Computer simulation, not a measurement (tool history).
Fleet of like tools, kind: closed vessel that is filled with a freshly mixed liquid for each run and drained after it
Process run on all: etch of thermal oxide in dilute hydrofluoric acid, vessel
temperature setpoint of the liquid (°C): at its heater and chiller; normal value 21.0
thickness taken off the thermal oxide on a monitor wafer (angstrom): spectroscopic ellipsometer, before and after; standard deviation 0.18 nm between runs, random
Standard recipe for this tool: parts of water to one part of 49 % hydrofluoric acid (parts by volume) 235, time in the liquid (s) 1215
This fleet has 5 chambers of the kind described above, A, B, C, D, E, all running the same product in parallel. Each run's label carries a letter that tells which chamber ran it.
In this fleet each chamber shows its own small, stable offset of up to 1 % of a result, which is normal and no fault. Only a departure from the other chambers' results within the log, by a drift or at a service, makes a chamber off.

| run | day | temperature setpoint of the liquid (°C) | parts of water to one part of 49 % hydrofluoric acid (parts by volume) | time in the liquid (s) | hours since the thermometer was replaced | hours since the hydrofluoric acid flow meter was replaced | read-back film thickness of the thermal oxide reference wafer, read on the same gauge (nm) | thickness taken off the thermal oxide on a monitor wafer (angstrom) |
|---|---|---|---|---|---|---|---|---|
| 1D | 0.312 | 21.0 | 235 | 1215 | 557.9 | 1452.7 | 110.03 | 187.30 |
| 2E | 0.546 | 21.0 | 235 | 1215 | 2565.2 | 1057.9 | 109.97 | 194.65 |
| 3A | 0.796 | 21.0 | 235 | 1215 | 637.2 | 478.2 | 110.05 | 190.64 |
| 4B | 1.029 | 21.0 | 235 | 1215 | 897.2 | 183.0 | 110.02 | 190.68 |
|  | 1.217 | chamber A: hydrofluoric acid flow meter replaced |
| 5C | 1.354 | 21.0 | 235 | 1215 | 1255.3 | 1350.8 | 109.97 | 190.87 |
| 6C | 1.562 | 21.0 | 235 | 1900 | 1260.3 | 1355.8 | 110.02 | 302.74 |
| 7B | 1.808 | 21.0 | 235 | 1900 | 915.9 | 201.7 | 110.04 | 293.82 |
| 8A | 2.004 | 21.0 | 235 | 1900 | 666.2 | 19.0 | 109.96 | 300.22 |
| 9D | 2.300 | 21.0 | 235 | 1900 | 605.6 | 1500.4 | 110.01 | 298.11 |
|  | 2.533 | chamber E: thermometer replaced |
| 10E | 2.546 | 21.0 | 235 | 1900 | 0.3 | 1105.9 | 110.02 | 303.72 |
| 11E | 2.738 | 21.0 | 235 | 1215 | 4.9 | 1110.5 | 109.98 | 194.66 |
| 12D | 3.033 | 21.0 | 235 | 1215 | 623.2 | 1518.0 | 109.97 | 190.59 |
| 13C | 3.408 | 21.0 | 235 | 1215 | 1304.6 | 1400.1 | 110.00 | 192.63 |
| 14B | 3.754 | 21.0 | 235 | 1215 | 962.6 | 248.4 | 110.02 | 189.13 |
| 15A | 4.038 | 21.0 | 235 | 1215 | 715.0 | 67.8 | 109.99 | 185.93 |
| 16E | 4.400 | 21.0 | 165 | 1570 | 44.8 | 1150.4 | 110.04 | 383.85 |
| 17D | 4.575 | 21.0 | 165 | 1570 | 660.2 | 1555.0 | 110.00 | 372.94 |
| 18B | 4.804 | 21.0 | 165 | 1570 | 987.8 | 273.6 | 110.00 | 378.42 |
| 19C | 5.042 | 21.0 | 165 | 1570 | 1343.8 | 1439.3 | 110.02 | 377.72 |
| 20A | 5.425 | 21.0 | 165 | 1570 | 748.3 | 101.1 | 110.00 | 366.56 |
| 21E | 5.629 | 21.0 | 235 | 1215 | 74.3 | 1179.9 | 110.04 | 192.37 |
| 22A | 5.975 | 21.0 | 235 | 1215 | 761.5 | 114.3 | 109.97 | 187.58 |
| 23B | 6.354 | 21.0 | 235 | 1215 | 1025.0 | 310.8 | 110.00 | 188.84 |
| 24D | 6.638 | 21.0 | 235 | 1215 | 709.7 | 1604.5 | 109.96 | 189.77 |
| 25C | 7.021 | 21.0 | 235 | 1215 | 1391.3 | 1486.8 | 109.96 | 195.82 |
| 26C | 7.379 | 21.0 | 235 | 1215 | 1399.9 | 1495.4 | 110.00 | 191.73 |
| 27E | 7.562 | 21.0 | 235 | 1215 | 120.7 | 1226.3 | 109.97 | 189.33 |
| 28B | 7.879 | 21.0 | 235 | 1215 | 1061.6 | 347.4 | 109.99 | 192.50 |
| 29D | 8.096 | 21.0 | 235 | 1215 | 744.7 | 1639.5 | 110.00 | 188.89 |
| 30A | 8.383 | 21.0 | 235 | 1215 | 819.3 | 172.1 | 109.96 | 177.17 |
| 31A | 8.592 | 21.0 | 235 | 1215 | 824.3 | 177.1 | 109.98 | 181.04 |
| 32B | 8.967 | 21.0 | 235 | 1215 | 1087.7 | 373.5 | 110.00 | 188.72 |
| 33C | 9.300 | 21.0 | 235 | 1215 | 1446.0 | 1541.5 | 110.05 | 194.77 |
| 34E | 9.596 | 21.0 | 235 | 1215 | 169.5 | 1275.1 | 110.01 | 192.19 |
| 35D | 9.825 | 17.0 | 315 | 1215 | 786.2 | 1681.0 | 109.97 | 115.05 |
| 36E | 10.017 | 17.0 | 315 | 1215 | 179.6 | 1285.2 | 109.98 | 115.29 |
| 37C | 10.342 | 17.0 | 315 | 1215 | 1471.0 | 1566.5 | 110.03 | 114.10 |
| 38D | 10.596 | 17.0 | 315 | 1215 | 804.7 | 1699.5 | 109.96 | 114.00 |
| 39B | 10.933 | 17.0 | 315 | 1215 | 1134.9 | 420.7 | 110.00 | 114.57 |

What goes on in this fleet: one chamber off, a drifting gauge, or nothing beyond the chambers' own small offsets? Name the chamber and the cause, if any.

Little by little, chamber A moves away from the other chambers.
Most likely cause: liquid colder than its thermometer reads (K) = 2.4.
The log might look much the same if the cause were instead: hydrofluoric acid flow below the setpoint (%).

Below are 4 candidate recipes for chamber A's next run, each the usual settings with a change, their results shown as question marks. Which of them brings A's results back in line with what the other chambers give on the usual settings?
To be in line, a result may differ from the other chambers' mean on the usual settings by at most: thickness taken off the thermal oxide on a monitor wafer (angstrom) 6.10
| 40A-1 | 11.217 | 20.5 | 270 | 1215 |  |  |  | ? |
| 40A-2 | 11.217 | 21.0 | 225 | 1265 |  |  |  | ? |
| 40A-3 | 11.217 | 21.0 | 245 | 1165 |  |  |  | ? |
| 40A-4 | 11.217 | 21.5 | 205 | 1215 |  |  |  | ? |

Other chambers, usual settings, mean: thickness taken off the thermal oxide on a monitor wafer (angstrom) 191.85
| run | thickness taken off the thermal oxide on a monitor wafer (angstrom) |
|---|---|
| 40A-1 | 145.33 |
| 40A-2 | 192.79 |
| 40A-3 | 160.11 |
| 40A-4 | 211.14 |
40A-2 brings the chamber back in line.
